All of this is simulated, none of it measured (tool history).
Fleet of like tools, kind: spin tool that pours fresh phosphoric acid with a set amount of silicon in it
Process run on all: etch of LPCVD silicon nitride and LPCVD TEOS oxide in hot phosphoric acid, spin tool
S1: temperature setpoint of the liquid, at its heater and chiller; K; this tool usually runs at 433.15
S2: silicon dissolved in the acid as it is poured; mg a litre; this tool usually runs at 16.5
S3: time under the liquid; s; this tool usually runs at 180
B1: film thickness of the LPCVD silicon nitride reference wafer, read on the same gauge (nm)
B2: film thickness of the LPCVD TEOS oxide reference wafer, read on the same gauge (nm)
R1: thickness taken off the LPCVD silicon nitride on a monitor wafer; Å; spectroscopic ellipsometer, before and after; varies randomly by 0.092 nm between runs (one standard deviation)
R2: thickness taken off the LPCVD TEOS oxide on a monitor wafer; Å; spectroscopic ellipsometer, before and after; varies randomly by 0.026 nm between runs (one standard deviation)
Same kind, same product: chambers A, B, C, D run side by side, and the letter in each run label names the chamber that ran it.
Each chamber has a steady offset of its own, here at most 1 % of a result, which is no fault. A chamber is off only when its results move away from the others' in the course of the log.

run 1B hour=5.9 | S1=433.15 S2=16.5 S3=180 | B1=130.04 B2=140.01 | R1=151.490 R2=4.6326
run 2C hour=8.9 | S1=433.15 S2=16.5 S3=180 | B1=130.00 B2=140.01 | R1=152.330 R2=4.5676
run 3A hour=15.2 | S1=433.15 S2=16.5 S3=180 | B1=130.00 B2=140.00 | R1=152.840 R2=4.7033
run 4D hour=19.0 | S1=433.15 S2=16.5 S3=180 | B1=130.02 B2=140.04 | R1=152.970 R2=4.5103
run 5A hour=22.7 | S1=433.15 S2=16.5 S3=180 | B1=130.03 B2=140.01 | R1=154.200 R2=4.8762
run 6B hour=27.8 | S1=433.15 S2=16.5 S3=180 | B1=130.00 B2=140.01 | R1=153.110 R2=4.9483
run 7C hour=33.6 | S1=433.15 S2=16.5 S3=180 | B1=130.00 B2=140.01 | R1=151.180 R2=4.6549
run 8D hour=36.6 | S1=433.15 S2=16.5 S3=180 | B1=129.94 B2=140.02 | R1=152.480 R2=4.5728
run 9D hour=40.5 | S1=433.15 S2=16.5 S3=180 | B1=129.97 B2=139.99 | R1=151.970 R2=5.2055
run 10B hour=45.9 | S1=433.15 S2=16.5 S3=180 | B1=130.01 B2=140.04 | R1=151.820 R2=5.2105
run 11C hour=52.0 | S1=433.15 S2=16.5 S3=180 | B1=129.99 B2=140.06 | R1=152.290 R2=4.4153
run 12A hour=55.6 | S1=433.15 S2=16.5 S3=180 | B1=130.02 B2=140.01 | R1=152.750 R2=4.1337
run 13D hour=61.2 | S1=433.15 S2=16.5 S3=180 | B1=130.00 B2=139.98 | R1=151.660 R2=5.0571
run 14B hour=65.9 | S1=433.15 S2=16.5 S3=180 | B1=130.01 B2=140.05 | R1=152.310 R2=4.2661
run 15C hour=71.9 | S1=433.15 S2=16.5 S3=180 | B1=129.97 B2=140.00 | R1=153.030 R2=4.7126
run 16A hour=78.2 | S1=433.15 S2=16.5 S3=180 | B1=130.02 B2=139.99 | R1=151.360 R2=4.5873
run 17B hour=82.8 | S1=433.15 S2=8.5 S3=105 | B1=129.96 B2=140.03 | R1=88.386 R2=3.4711
run 18A hour=88.7 | S1=433.15 S2=8.5 S3=105 | B1=130.00 B2=140.00 | R1=87.450 R2=2.9525
run 19D hour=91.7 | S1=433.15 S2=8.5 S3=105 | B1=130.01 B2=139.98 | R1=88.160 R2=3.2813
run 20C hour=94.9 | S1=433.15 S2=8.5 S3=105 | B1=130.03 B2=139.98 | R1=89.425 R2=2.9066
run 21D hour=101.0 | S1=433.15 S2=16.5 S3=180 | B1=130.04 B2=140.01 | R1=152.500 R2=4.7475
run 22B hour=106.6 | S1=433.15 S2=16.5 S3=180 | B1=130.02 B2=139.99 | R1=150.170 R2=5.1255
run 23C hour=110.1 | S1=433.15 S2=16.5 S3=180 | B1=129.97 B2=139.99 | R1=151.600 R2=5.2884
run 24A hour=114.9 | S1=433.15 S2=16.5 S3=265 | B1=129.98 B2=139.98 | R1=217.200 R2=7.4515
run 25D hour=120.9 | S1=433.15 S2=16.5 S3=265 | B1=130.00 B2=140.02 | R1=223.350 R2=7.3315
run 26A hour=123.6 | S1=433.15 S2=16.5 S3=265 | B1=129.95 B2=139.97 | R1=220.000 R2=6.8280
run 27C hour=129.4 | S1=433.15 S2=16.5 S3=265 | B1=130.00 B2=140.03 | R1=224.700 R2=6.8973
run 28B hour=134.2 | S1=433.15 S2=16.5 S3=180 | B1=130.03 B2=139.96 | R1=151.180 R2=5.0576
run 29A hour=137.4 | S1=433.15 S2=16.5 S3=180 | B1=130.01 B2=140.03 | R1=147.380 R2=4.2878
run 30C hour=141.5 | S1=433.15 S2=16.5 S3=180 | B1=129.96 B2=139.98 | R1=151.980 R2=4.4037
run 31B hour=145.1 | S1=433.15 S2=16.5 S3=180 | B1=130.01 B2=140.06 | R1=152.360 R2=4.9219
run 32D hour=151.0 | S1=433.15 S2=16.5 S3=180 | B1=129.95 B2=140.00 | R1=152.950 R2=5.1672
run 33D hour=155.5 | S1=433.15 S2=16.5 S3=180 | B1=129.97 B2=140.00 | R1=151.730 R2=4.9233
run 34C hour=159.6 | S1=431.65 S2=16.5 S3=180 | B1=130.01 B2=139.98 | R1=143.010 R2=4.3455
run 35B hour=163.6 | S1=431.65 S2=16.5 S3=180 | B1=130.04 B2=139.97 | R1=144.800 R2=4.3822
run 36A hour=167.7 | S1=431.65 S2=16.5 S3=180 | B1=130.01 B2=139.99 | R1=136.860 R2=3.5051
run 37D hour=173.9 | S1=431.65 S2=16.5 S3=180 | B1=130.00 B2=139.95 | R1=145.060 R2=4.4966
run 38A hour=177.2 | S1=433.15 S2=16.5 S3=180 | B1=130.04 B2=140.04 | R1=145.230 R2=4.1283

Predict what each chamber gives when all 4 of them run the settings below next.
run 39A hour=181.7 | S1=433.15 S2=16.5 S3=180 | R1=? R2=?
run 39B hour=181.7 | S1=433.15 S2=16.5 S3=180 | R1=? R2=?
run 39C hour=181.7 | S1=433.15 S2=16.5 S3=180 | R1=? R2=?
run 39D hour=181.7 | S1=433.15 S2=16.5 S3=180 | R1=? R2=?

run=39A R1=143.070 R2=4.4585
run=39B R1=151.500 R2=5.0416
run=39C R1=153.360 R2=4.9639
run=39D R1=150.940 R2=5.1268
